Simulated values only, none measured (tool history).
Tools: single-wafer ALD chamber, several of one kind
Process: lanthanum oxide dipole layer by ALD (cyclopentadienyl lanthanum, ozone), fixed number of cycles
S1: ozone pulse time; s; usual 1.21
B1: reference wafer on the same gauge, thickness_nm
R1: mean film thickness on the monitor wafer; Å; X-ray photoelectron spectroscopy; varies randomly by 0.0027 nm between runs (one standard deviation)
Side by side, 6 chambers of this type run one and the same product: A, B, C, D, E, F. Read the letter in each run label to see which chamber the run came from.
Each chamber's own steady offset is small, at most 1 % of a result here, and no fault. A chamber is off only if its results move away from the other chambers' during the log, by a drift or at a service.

{"run": "1E", "hour": 5.8, "S1": 1.21, "B1": 0.5991, "R1": 5.264}
{"run": "2F", "hour": 16.2, "S1": 1.21, "B1": 0.59851, "R1": 5.2247}
{"run": "3A", "hour": 21.8, "S1": 1.21, "B1": 0.59704, "R1": 5.3148}
{"run": "4B", "hour": 29.9, "S1": 1.21, "B1": 0.59686, "R1": 5.1753}
{"run": "5C", "hour": 37.9, "S1": 1.21, "B1": 0.59712, "R1": 5.2855}
{"run": "6D", "hour": 48.8, "S1": 1.21, "B1": 0.59761, "R1": 5.2437}
{"run": "7C", "hour": 60.4, "S1": 1.21, "B1": 0.59703, "R1": 5.2754}
{"run": "8B", "hour": 67.7, "S1": 1.21, "B1": 0.59764, "R1": 5.235}
{"run": "9D", "hour": 78.7, "S1": 1.21, "B1": 0.59739, "R1": 5.1843}
{"run": "10E", "hour": 90.1, "S1": 1.21, "B1": 0.59805, "R1": 5.2421}
{"run": "11F", "hour": 100.1, "S1": 1.21, "B1": 0.59817, "R1": 5.2769}
{"run": "12A", "hour": 109.0, "S1": 1.21, "B1": 0.59787, "R1": 5.2697}
{"run": "13C", "hour": 120.9, "S1": 1.21, "B1": 0.59804, "R1": 5.2412}
{"run": "14D", "hour": 127.9, "S1": 1.21, "B1": 0.59783, "R1": 5.2719}
{"run": "15B", "hour": 140.6, "S1": 1.21, "B1": 0.59861, "R1": 5.1642}
{"run": "16F", "hour": 150.5, "S1": 1.21, "B1": 0.59703, "R1": 5.2615}
{"run": "17E", "hour": 157.0, "S1": 1.21, "B1": 0.59719, "R1": 5.2627}
{"hour": 157.8, "done": "chamber B: thermocouple changed; heater temperature recalibrated"}
{"run": "18A", "hour": 163.4, "S1": 1.21, "B1": 0.59774, "R1": 5.2473}
{"run": "19C", "hour": 172.3, "S1": 1.21, "B1": 0.59742, "R1": 5.2011}
{"run": "20F", "hour": 178.0, "S1": 1.07, "B1": 0.59775, "R1": 5.0846}
{"run": "21A", "hour": 184.4, "S1": 1.07, "B1": 0.59823, "R1": 5.1365}
{"run": "22D", "hour": 194.7, "S1": 1.07, "B1": 0.59815, "R1": 5.0732}
{"run": "23E", "hour": 202.6, "S1": 1.07, "B1": 0.59893, "R1": 5.1063}
{"run": "24B", "hour": 212.0, "S1": 1.07, "B1": 0.59819, "R1": 5.0634}
{"run": "25C", "hour": 221.9, "S1": 1.07, "B1": 0.59818, "R1": 4.9491}
{"run": "26D", "hour": 229.9, "S1": 1.21, "B1": 0.59795, "R1": 5.1961}
{"run": "27F", "hour": 239.5, "S1": 1.21, "B1": 0.59848, "R1": 5.2763}
{"run": "28B", "hour": 252.2, "S1": 1.21, "B1": 0.59738, "R1": 5.1907}
{"run": "29E", "hour": 262.7, "S1": 1.21, "B1": 0.59823, "R1": 5.2417}
{"run": "30A", "hour": 268.8, "S1": 1.21, "B1": 0.59787, "R1": 5.3002}
{"run": "31C", "hour": 281.2, "S1": 1.21, "B1": 0.5983, "R1": 5.0685}
{"run": "32E", "hour": 286.9, "S1": 1.21, "B1": 0.5979, "R1": 5.2269}
{"run": "33A", "hour": 292.9, "S1": 1.21, "B1": 0.59848, "R1": 5.2624}
{"run": "34D", "hour": 305.6, "S1": 1.21, "B1": 0.59869, "R1": 5.2262}
{"run": "35F", "hour": 318.1, "S1": 0.89, "B1": 0.59844, "R1": 4.765}
{"run": "36B", "hour": 330.5, "S1": 0.89, "B1": 0.59826, "R1": 4.7697}
{"run": "37C", "hour": 339.8, "S1": 0.89, "B1": 0.59751, "R1": 4.4995}
{"run": "38F", "hour": 352.1, "S1": 0.89, "B1": 0.59773, "R1": 4.7892}
{"run": "39A", "hour": 364.3, "S1": 0.89, "B1": 0.59853, "R1": 4.8043}
{"run": "40B", "hour": 374.8, "S1": 0.89, "B1": 0.59832, "R1": 4.7764}
{"run": "41D", "hour": 381.4, "S1": 1.21, "B1": 0.5982, "R1": 5.2714}
{"run": "42E", "hour": 387.4, "S1": 1.64, "B1": 0.59834, "R1": 5.5385}
{"run": "43F", "hour": 396.0, "S1": 1.64, "B1": 0.59875, "R1": 5.5808}
{"run": "44A", "hour": 403.0, "S1": 1.64, "B1": 0.59788, "R1": 5.5676}

Each of the 6 chambers runs these same settings next. Fill in every chamber's results:
{"run": "45A", "hour": 412.2, "S1": 0.85, "R1": "?"}
{"run": "45B", "hour": 412.2, "S1": 0.85, "R1": "?"}
{"run": "45C", "hour": 412.2, "S1": 0.85, "R1": "?"}
{"run": "45D", "hour": 412.2, "S1": 0.85, "R1": "?"}
{"run": "45E", "hour": 412.2, "S1": 0.85, "R1": "?"}
{"run": "45F", "hour": 412.2, "S1": 0.85, "R1": "?"}

run=45A R1=4.7314
run=45B R1=4.7235
run=45C R1=4.2618
run=45D R1=4.6522
run=45E R1=4.7010
run=45F R1=4.7081
